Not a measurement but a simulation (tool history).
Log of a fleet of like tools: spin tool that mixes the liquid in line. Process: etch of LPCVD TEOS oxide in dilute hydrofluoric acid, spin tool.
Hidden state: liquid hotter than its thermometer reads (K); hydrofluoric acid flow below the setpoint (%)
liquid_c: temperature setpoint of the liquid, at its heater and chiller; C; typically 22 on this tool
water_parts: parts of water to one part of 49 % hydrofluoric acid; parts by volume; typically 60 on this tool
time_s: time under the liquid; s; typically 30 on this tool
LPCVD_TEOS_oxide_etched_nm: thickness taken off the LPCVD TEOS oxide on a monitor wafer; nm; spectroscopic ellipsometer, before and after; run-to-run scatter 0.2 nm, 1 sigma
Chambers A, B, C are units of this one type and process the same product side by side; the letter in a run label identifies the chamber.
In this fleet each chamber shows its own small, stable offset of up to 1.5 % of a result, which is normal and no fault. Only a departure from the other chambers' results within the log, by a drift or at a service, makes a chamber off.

run	hour	liquid_c	water_parts	time_s	hours since the thermometer was replaced	hours since the hydrofluoric acid flow meter was replaced	read-back film thickness of the LPCVD TEOS oxide reference wafer, read on the same gauge (nm)	LPCVD_TEOS_oxide_etched_nm
1B	8.5	22	60	30	795.7	597.7	89.96	27.223
2A	20	22	60	30	54.7	28	90.012	26.698
3C	34.2	22	60	30	284.8	1338.8	90.041	26.919
4A	44.4	22	60	30	79.1	52.4	90.001	26.682
5C	60.3	22	85	15	310.9	1364.9	90	9.3198
6B	68.7	22	85	15	855.9	657.9	89.982	9.2143
7B	80.4	22	85	15	867.6	669.6	89.981	9.4373
8A	88.6	22	60	30	123.3	96.6	89.997	27.049
9C	100	22	60	30	350.6	1404.6	90.018	26.741
10A	109.8	22	60	30	144.5	117.8	90.001	26.761
11C	124.7	22	60	30	375.3	1429.3	89.978	26.618
12B	141	22	60	30	928.2	730.2	89.97	27.2
13A	154.9	22	60	30	189.6	162.9	89.952	27.004
14B	168.3	24.5	60	30	955.5	757.5	89.99	30.553
15C	176.8	24.5	60	30	427.4	1481.4	90.024	29.5
16C	192.3	24.5	60	30	442.9	1496.9	90.04	29.287
17B	204.9	22	60	30	992.1	794.1	89.986	27.162
18A	212.4	19.5	60	30	247.1	220.4	90.021	24.334
19C	221	19.5	60	30	471.6	1525.6	89.991	23.845
20B	234.8	19.5	60	30	1022	824	90.001	24.378
21A	246.8	22	60	30	281.5	254.8	90.004	26.639
22C	258.5	22	60	30	509.1	1563.1	90.002	26.506
23B	266.9	25	60	30	1054.1	856.1	90	30.458
24A	283	25	60	30	317.7	291	90.003	30.521
25C	298.7	25	60	30	549.3	1603.3	90.025	29.627
# hour 307.6: chamber B: thermometer replaced
26B	308.3	22	60	30	0.7	897.5	90.01	27.294
27A	316.4	22	60	30	351.1	324.4	89.975	26.658
28C	324.6	22	40	15	575.2	1629.2	89.996	20.157
29A	334.7	22	40	15	369.4	342.7	89.995	20.827
30B	350.9	22	40	15	43.3	940.1	90.032	20.879
31B	358.2	22	75	15	50.6	947.4	89.997	10.683
32C	373.9	22	75	15	624.5	1678.5	90.003	10.324
33A	390.1	22	75	15	424.8	398.1	89.976	10.631
34C	405.6	22	60	30	656.2	1710.2	90.001	25.808
35B	421.9	22	60	30	114.3	1011.1	90.017	27.332
36A	437.1	22	45	30	471.8	445.1	90.044	36.487
37B	446.2	22	45	30	138.6	1035.4	89.995	36.517

Decide between three cases: one chamber stands off from its peers, the gauge reading all wafers drifts, or nothing is wrong past each chamber's small offset. Where a chamber is off, say which and what most likely put it there.

Chamber C drifts away from the others.
Most likely cause: hydrofluoric acid flow below the setpoint (%) = 4.1.
It could be hard to tell apart here from: liquid colder than its thermometer reads (K).

Chamber C could run next with any of the 4 candidate recipes listed below; each alters the usual settings, and their results appear as question marks. Which one brings its results back in line with what the other chambers deliver on the usual settings?
In line here means within this much of the mean the other chambers give on the usual settings: LPCVD_TEOS_oxide_etched_nm 0.69 nm
38C-1	458	22	55	30				?
38C-2	458	19.5	60	30				?
38C-3	458	23	60	30				?
38C-4	458	21	60	30				?

What the other chambers average on the usual settings: LPCVD_TEOS_oxide_etched_nm 27.024 nm
run	LPCVD_TEOS_oxide_etched_nm
38C-1	28.251
38C-2	23.237
38C-3	26.828
38C-4	24.727
38C-3 brings the chamber back in line.
